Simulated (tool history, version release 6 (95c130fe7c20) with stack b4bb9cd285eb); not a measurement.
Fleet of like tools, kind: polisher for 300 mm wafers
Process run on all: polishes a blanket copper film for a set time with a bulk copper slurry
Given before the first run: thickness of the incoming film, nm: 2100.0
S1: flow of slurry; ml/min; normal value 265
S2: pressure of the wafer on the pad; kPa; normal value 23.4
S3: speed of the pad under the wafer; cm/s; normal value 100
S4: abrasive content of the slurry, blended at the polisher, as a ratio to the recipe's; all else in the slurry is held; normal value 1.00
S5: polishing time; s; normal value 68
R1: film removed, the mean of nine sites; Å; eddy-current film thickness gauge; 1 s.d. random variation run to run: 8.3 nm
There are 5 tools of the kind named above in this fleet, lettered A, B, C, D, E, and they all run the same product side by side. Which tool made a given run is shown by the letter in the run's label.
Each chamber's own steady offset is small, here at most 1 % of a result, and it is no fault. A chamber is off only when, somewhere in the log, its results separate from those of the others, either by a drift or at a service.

At hour 2.7: chamber A: worn pad replaced by a new one.
Run 1B, hour 11.0: usual settings. Result: R1 8779.7 Å.
At hour 15.9: chamber E: slurry blender recalibrated.
Run 2A, hour 21.8: usual settings. Result: R1 8863.0 Å.
At hour 32.9: chamber B: worn pad replaced by a new one.
Run 3E, hour 34.3: usual settings. Result: R1 8622.3 Å.
At hour 34.6: chamber D: slurry nozzle cleaned.
At hour 38.1: chamber E: worn pad replaced by a new one.
Run 4C, hour 45.1: usual settings. Result: R1 8768.1 Å.
At hour 50.7: chamber D: worn pad replaced by a new one.
Run 5D, hour 54.3: usual settings. Result: R1 8907.6 Å.
Run 6E, hour 64.9: usual settings. Result: R1 8608.7 Å.
At hour 70.4: chamber C: worn pad replaced by a new one.
Run 7D, hour 74.5: usual settings. Result: R1 8684.3 Å.
Run 8C, hour 89.5: usual settings. Result: R1 8913.8 Å.
At hour 92.6: chamber A: worn pad replaced by a new one.
At hour 96.5: chamber B: head pressure recalibrated.
Run 9B, hour 103.6: usual settings but S1 330 ml/min, S4 1.25. Result: R1 9354.0 Å.
At hour 107.2: chamber B: slurry blender recalibrated.
Run 10A, hour 115.2: usual settings but S1 330 ml/min, S4 1.25. Result: R1 9270.6 Å.
At hour 115.6: chamber D: slurry blender recalibrated.
At hour 122.7: chamber E: slurry blender recalibrated.
Run 11C, hour 127.3: usual settings but S1 330 ml/min, S4 1.25. Result: R1 9412.8 Å.
At hour 132.9: chamber C: slurry nozzle cleaned.
At hour 133.7: chamber E: worn pad replaced by a new one.
At hour 135.8: chamber B: worn pad replaced by a new one.
Run 12A, hour 136.7: usual settings but S1 330 ml/min, S4 1.25. Result: R1 9473.6 Å.
Run 13B, hour 144.9: usual settings but S1 330 ml/min, S4 1.25. Result: R1 9474.9 Å.
At hour 149.8: chamber D: worn pad replaced by a new one.
At hour 156.1: chamber C: worn pad replaced by a new one.
Run 14D, hour 156.1: usual settings but S2 31.0 kPa, S3 68 cm/s. Result: R1 8141.0 Å.
Run 15E, hour 165.6: usual settings but S2 31.0 kPa, S3 68 cm/s. Result: R1 7728.8 Å.
At hour 169.4: chamber A: worn pad replaced by a new one.
Run 16B, hour 178.7: usual settings but S2 31.0 kPa, S3 68 cm/s. Result: R1 7912.9 Å.
Run 17C, hour 187.4: usual settings but S2 31.0 kPa, S3 68 cm/s. Result: R1 7893.5 Å.
Run 18A, hour 201.4: usual settings but S2 31.0 kPa, S3 68 cm/s. Result: R1 7887.4 Å.
Run 19E, hour 215.0: usual settings but S5 50 s. Result: R1 6388.6 Å.
At hour 220.8: chamber B: worn pad replaced by a new one.
At hour 222.5: chamber E: worn pad replaced by a new one.
Run 20D, hour 229.9: usual settings but S5 50 s. Result: R1 6464.9 Å.
At hour 231.9: chamber E: slurry blender recalibrated.
Run 21C, hour 237.4: usual settings but S5 50 s. Result: R1 6509.9 Å.
Run 22D, hour 244.5: usual settings but S5 50 s. Result: R1 6549.9 Å.
At hour 245.0: chamber D: worn pad replaced by a new one.
At hour 251.2: chamber C: slurry blender recalibrated.
At hour 251.7: chamber B: slurry nozzle cleaned.
At hour 251.9: chamber A: worn pad replaced by a new one.
At hour 256.4: chamber C: worn pad replaced by a new one.
Run 23B, hour 259.6: usual settings but S5 50 s. Result: R1 6419.8 Å.
Run 24E, hour 267.8: usual settings but S4 0.75. Result: R1 8213.0 Å.
Run 25A, hour 278.5: usual settings but S4 0.75. Result: R1 8524.0 Å.
Run 26C, hour 287.0: usual settings but S4 0.75. Result: R1 8171.6 Å.
Run 27D, hour 300.9: usual settings but S4 0.75. Result: R1 8321.7 Å.
At hour 314.3: chamber B: worn pad replaced by a new one.
At hour 314.9: chamber E: worn pad replaced by a new one.
Run 28A, hour 315.2: usual settings but S4 0.75. Result: R1 8681.8 Å.
Run 29E, hour 321.9: usual settings. Result: R1 8660.4 Å.
Run 30B, hour 334.9: usual settings. Result: R1 8758.0 Å.
At hour 335.6: chamber E: slurry blender recalibrated.
At hour 337.4: chamber A: worn pad replaced by a new one.
At hour 343.2: chamber D: worn pad replaced by a new one.
At hour 347.5: chamber C: worn pad replaced by a new one.
At hour 347.6: chamber A: slurry blender recalibrated.
Run 31B, hour 349.8: usual settings. Result: R1 8836.8 Å.
Run 32D, hour 362.8: usual settings. Result: R1 8847.7 Å.
Run 33A, hour 373.1: usual settings but S1 200 ml/min. Result: R1 9158.5 Å.
At hour 385.6: chamber D: head pressure recalibrated.
Run 34C, hour 386.2: usual settings but S1 200 ml/min. Result: R1 8473.3 Å.
Run 35E, hour 395.6: usual settings but S1 200 ml/min. Result: R1 8363.5 Å.
At hour 400.3: chamber B: worn pad replaced by a new one.
Run 36A, hour 406.3: usual settings but S1 200 ml/min. Result: R1 9019.8 Å.
At hour 411.2: chamber E: worn pad replaced by a new one.
Run 37D, hour 414.9: usual settings but S1 200 ml/min. Result: R1 8638.8 Å.
At hour 428.5: chamber C: worn pad replaced by a new one.
Run 38C, hour 429.7: usual settings. Result: R1 8716.8 Å.
Run 39B, hour 439.9: usual settings. Result: R1 8822.3 Å.
At hour 444.9: chamber E: slurry blender recalibrated.
Run 40E, hour 448.7: usual settings but S2 31.0 kPa, S4 0.75. Result: R1 10823.0 Å.

Next, every chamber runs the same settings. What will each give?
Run 41A, hour 459.5: usual settings. Result: R1 ?.
Run 41B, hour 459.5: usual settings. Result: R1 ?.
Run 41C, hour 459.5: usual settings. Result: R1 ?.
Run 41D, hour 459.5: usual settings. Result: R1 ?.
Run 41E, hour 459.5: usual settings. Result: R1 ?.

run      R1
41A  9627.3
41B  8969.8
41C  8771.9
41D  8852.5
41E  8624.4
